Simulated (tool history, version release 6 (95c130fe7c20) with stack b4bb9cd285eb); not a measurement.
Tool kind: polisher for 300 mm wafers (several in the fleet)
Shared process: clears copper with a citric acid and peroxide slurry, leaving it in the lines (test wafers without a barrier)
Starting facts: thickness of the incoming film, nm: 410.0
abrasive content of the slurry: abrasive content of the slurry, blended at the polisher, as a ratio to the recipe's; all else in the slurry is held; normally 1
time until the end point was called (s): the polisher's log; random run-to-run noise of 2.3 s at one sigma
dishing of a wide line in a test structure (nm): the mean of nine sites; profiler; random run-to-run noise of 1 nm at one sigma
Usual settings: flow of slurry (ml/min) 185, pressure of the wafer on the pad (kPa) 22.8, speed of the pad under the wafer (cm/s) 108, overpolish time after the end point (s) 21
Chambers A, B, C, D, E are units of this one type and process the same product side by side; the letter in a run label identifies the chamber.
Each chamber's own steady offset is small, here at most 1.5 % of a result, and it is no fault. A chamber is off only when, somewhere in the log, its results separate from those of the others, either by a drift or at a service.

run	hour	flow of slurry (ml/min)	pressure of the wafer on the pad (kPa)	speed of the pad under the wafer (cm/s)	abrasive content of the slurry	overpolish time after the end point (s)	time until the end point was called (s)	dishing of a wide line in a test structure (nm)
# hour 3.9: chamber C: worn pad replaced by a new one
1A	8.8	185	22.8	108	1	21	144.78	41.471
# hour 12.3: chamber D: worn pad replaced by a new one
2D	16.4	185	22.8	108	1	21	145.48	42.478
3C	24.3	185	22.8	108	1	21	143.82	42.837
# hour 28.7: chamber B: worn pad replaced by a new one
# hour 30.4: chamber E: slurry blender recalibrated
4B	32.9	185	22.8	108	1	21	142.75	43.259
5E	37.7	145	27.6	108	1	21	125.48	49.599
# hour 39.3: chamber A: worn pad replaced by a new one
6D	44.2	145	27.6	108	1	21	123.38	46.419
7C	51.9	145	27.6	108	1	21	122.78	48.501
# hour 52.3: chamber E: slurry nozzle cleaned
8A	60.3	145	27.6	108	1	21	129.48	49.04
9B	65.7	145	27.6	108	1	21	123.62	48.955
# hour 67: chamber B: slurry blender recalibrated
10E	72.9	185	22.8	108	1	21	142.16	43.996
11D	81.9	185	22.8	108	1	21	150.29	41.752
12B	90.8	185	22.8	108	1	21	145.38	41.893
# hour 93.6: chamber C: slurry blender recalibrated
13C	95.8	185	22.8	134	0.8	21	120.7	50.308
14E	103.2	185	22.8	134	0.8	21	121.8	45.845
# hour 104.4: chamber A: slurry nozzle cleaned
# hour 107: chamber B: worn pad replaced by a new one
15A	107.2	185	22.8	134	0.8	21	126.01	48.88
16A	114	185	22.8	134	0.8	21	126.08	47.678
17D	119	185	22.8	134	0.8	21	125.35	49.547
# hour 123.4: chamber D: slurry blender recalibrated
18E	123.4	185	22.8	108	1	21	147	41.096
19C	127.7	185	22.8	108	1	21	143.13	42.014
20B	132	185	22.8	108	1	21	141.47	44.446
21B	139	185	22.8	108	1	21	142.12	41.147
22E	146	185	22.8	108	1	21	140.45	40.671
23D	150.5	185	22.8	108	1	21	147.79	42.981
# hour 152.8: chamber D: worn pad replaced by a new one
24C	155.6	185	17.2	108	1	33	189.05	49.453
25A	160.6	185	17.2	108	1	33	191.82	48.341
# hour 163.9: chamber A: slurry blender recalibrated
26E	169.4	185	17.2	108	1	33	194.08	47.601
# hour 170: chamber C: head pressure recalibrated
27A	178.4	185	17.2	108	1	33	185.48	48.765
# hour 180.1: chamber C: worn pad replaced by a new one
# hour 180.8: chamber B: worn pad replaced by a new one
28D	184.3	185	17.2	108	1	33	190.64	47.037
29B	191.5	185	22.8	108	1	21	145.71	42.079
30C	198.8	185	22.8	108	1	21	142.73	40.118
31A	205.7	185	22.8	108	1	21	144.82	42.355
# hour 208.4: chamber B: slurry nozzle cleaned
32E	210.3	185	22.8	108	1	21	155.11	38.739
33D	217.4	185	22.8	108	1	21	146.86	42.92
# hour 222.8: chamber A: worn pad replaced by a new one
34C	224.9	185	22.8	108	1	21	145.51	43.79
35B	230.3	185	22.8	108	1	21	141.3	40.812
# hour 231.5: chamber E: slurry blender recalibrated
36A	238.6	185	22.8	108	1	21	139.81	43.883
37E	243.2	185	22.8	108	1	21	151.34	40.786
# hour 243.7: chamber D: slurry blender recalibrated
38D	247.8	185	22.8	108	1	21	151.03	42.519
# hour 251.1: chamber B: worn pad replaced by a new one
39B	256.8	185	22.8	108	1	21	142.35	40.393
40C	265.8	185	22.8	108	1	21	143.87	43.664
41E	270.9	185	22.8	108	1	21	154.69	39.048
42A	277.9	185	22.8	108	1	21	148.25	42.656
43C	283.9	185	22.8	108	1	21	141.7	39.846

Predict what each chamber gives when all 5 of them run the settings below next.
44A	290.4	185	22.8	108	0.9	21	?	?
44B	290.4	185	22.8	108	0.9	21	?	?
44C	290.4	185	22.8	108	0.9	21	?	?
44D	290.4	185	22.8	108	0.9	21	?	?
44E	290.4	185	22.8	108	0.9	21	?	?

run	time until the end point was called (s)	dishing of a wide line in a test structure (nm)
44A	146.57	41.775
44B	147.19	41.368
44C	149.08	40.679
44D	150.15	39.929
44E	164	37.372
